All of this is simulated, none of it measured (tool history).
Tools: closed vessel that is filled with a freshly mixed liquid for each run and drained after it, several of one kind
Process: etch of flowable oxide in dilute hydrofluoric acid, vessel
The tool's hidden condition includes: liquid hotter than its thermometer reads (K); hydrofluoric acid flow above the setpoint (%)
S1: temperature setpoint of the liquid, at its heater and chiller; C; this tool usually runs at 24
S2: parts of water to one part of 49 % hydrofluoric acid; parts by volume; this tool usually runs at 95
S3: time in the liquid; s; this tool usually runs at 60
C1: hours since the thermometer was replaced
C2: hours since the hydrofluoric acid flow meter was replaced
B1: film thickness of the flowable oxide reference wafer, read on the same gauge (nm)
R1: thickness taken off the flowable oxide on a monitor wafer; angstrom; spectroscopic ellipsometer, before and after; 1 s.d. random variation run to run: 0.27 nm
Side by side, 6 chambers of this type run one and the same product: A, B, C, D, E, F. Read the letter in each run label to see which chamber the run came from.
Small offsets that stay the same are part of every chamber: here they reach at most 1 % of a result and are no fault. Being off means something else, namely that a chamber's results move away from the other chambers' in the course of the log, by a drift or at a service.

run	hour	S1	S2	S3	C1	C2	B1	R1
1F	6.4	24	95	60	538.8	277	130.02	280.87
# hour 11.1: chamber B: thermometer replaced
2E	11.8	24	95	60	1204.7	500.3	130	275.56
3D	15.8	24	95	60	2016.6	2122.8	130	279.32
4B	23.5	24	95	60	12.5	74.1	130	277.26
5C	32.1	24	95	60	707	234.4	130	275.42
6A	36.6	24	95	60	395.4	870	129.99	276.47
7D	42.2	24	95	60	2043	2149.2	130.01	274.94
8C	48.2	24	95	60	723.1	250.5	130.02	276.03
9E	54.2	24	95	60	1247.1	542.7	129.99	278.44
10B	62.8	24	95	60	51.8	113.4	130	280.47
11F	69.7	24	95	60	602.1	340.3	130.01	277.13
12A	76.8	24	95	60	435.6	910.2	130	273.48
13F	83.4	24	95	60	615.8	354	129.99	277.55
14A	88.2	24	95	60	447	921.6	130.03	278.53
15B	96.5	24	95	60	85.5	147.1	130.03	278.26
16E	101.3	24	95	60	1294.2	589.8	130	275.59
17C	107.8	24	95	60	782.7	310.1	129.99	289.06
18D	113.4	24	95	60	2114.2	2220.4	130	280.91
19F	117.7	24	95	60	650.1	388.3	130.03	277.47
20B	122.2	24	95	60	111.2	172.8	130	279.6
21E	128.3	24	95	60	1321.2	616.8	130.01	277
22C	133.6	24	95	60	808.5	335.9	130	292.49
23D	138.6	24	95	60	2139.4	2245.6	129.99	281.1
24A	143.2	24	95	60	502	976.6	130	274.3
25F	152.2	24	95	60	684.6	422.8	129.99	277.28
# hour 160.2: chamber C: thermometer replaced
26D	160.2	24	95	60	2161	2267.2	129.96	280.74
27B	167.1	24	95	60	156.1	217.7	130.01	271.38
# hour 170: chamber E: hydrofluoric acid flow meter replaced
28E	172.1	24	95	60	1365	2.1	129.99	275.76
29A	178.8	24	95	60	537.6	1012.2	130	274.22
30C	187.9	24	95	60	27.8	390.2	130.01	297.77
31B	194.5	24	95	60	183.5	245.1	130	277.87
# hour 201.8: chamber F: hydrofluoric acid flow meter replaced
32D	203.7	24	95	60	2204.5	2310.7	130	282.3
33C	208.8	24	95	60	48.7	411.1	130	301.92
34E	216.9	24	110	75	1409.8	46.9	130	299.71
35A	225.5	24	110	75	584.3	1058.9	129.98	292.16
36F	234.5	24	110	75	766.9	32.8	129.99	294.5

What goes on in this fleet: one chamber off, a drifting gauge, or nothing beyond the chambers' own small offsets? Name the chamber and the cause, if any.

Little by little, chamber C moves away from the other chambers.
Most likely cause: hydrofluoric acid flow above the setpoint (%) = 10.5.

Below are 4 candidate recipes for chamber C's next run, each the usual settings with a change, their results shown as question marks. Which of them brings C's results back in line with what the other chambers give on the usual settings?
In line here means within this much of the mean the other chambers give on the usual settings: R1 9.4 angstrom
37C-1	241.2	24	105	60				?
37C-2	241.2	24.5	95	65				?
37C-3	241.2	24	90	60				?
37C-4	241.2	24	100	60				?

The mean the other chambers reach with the usual settings: R1 276.51 angstrom
run	R1
37C-1	277.96
37C-2	342.83
37C-3	329.02
37C-4	293.29
37C-1 puts the chamber back in line with the other chambers.
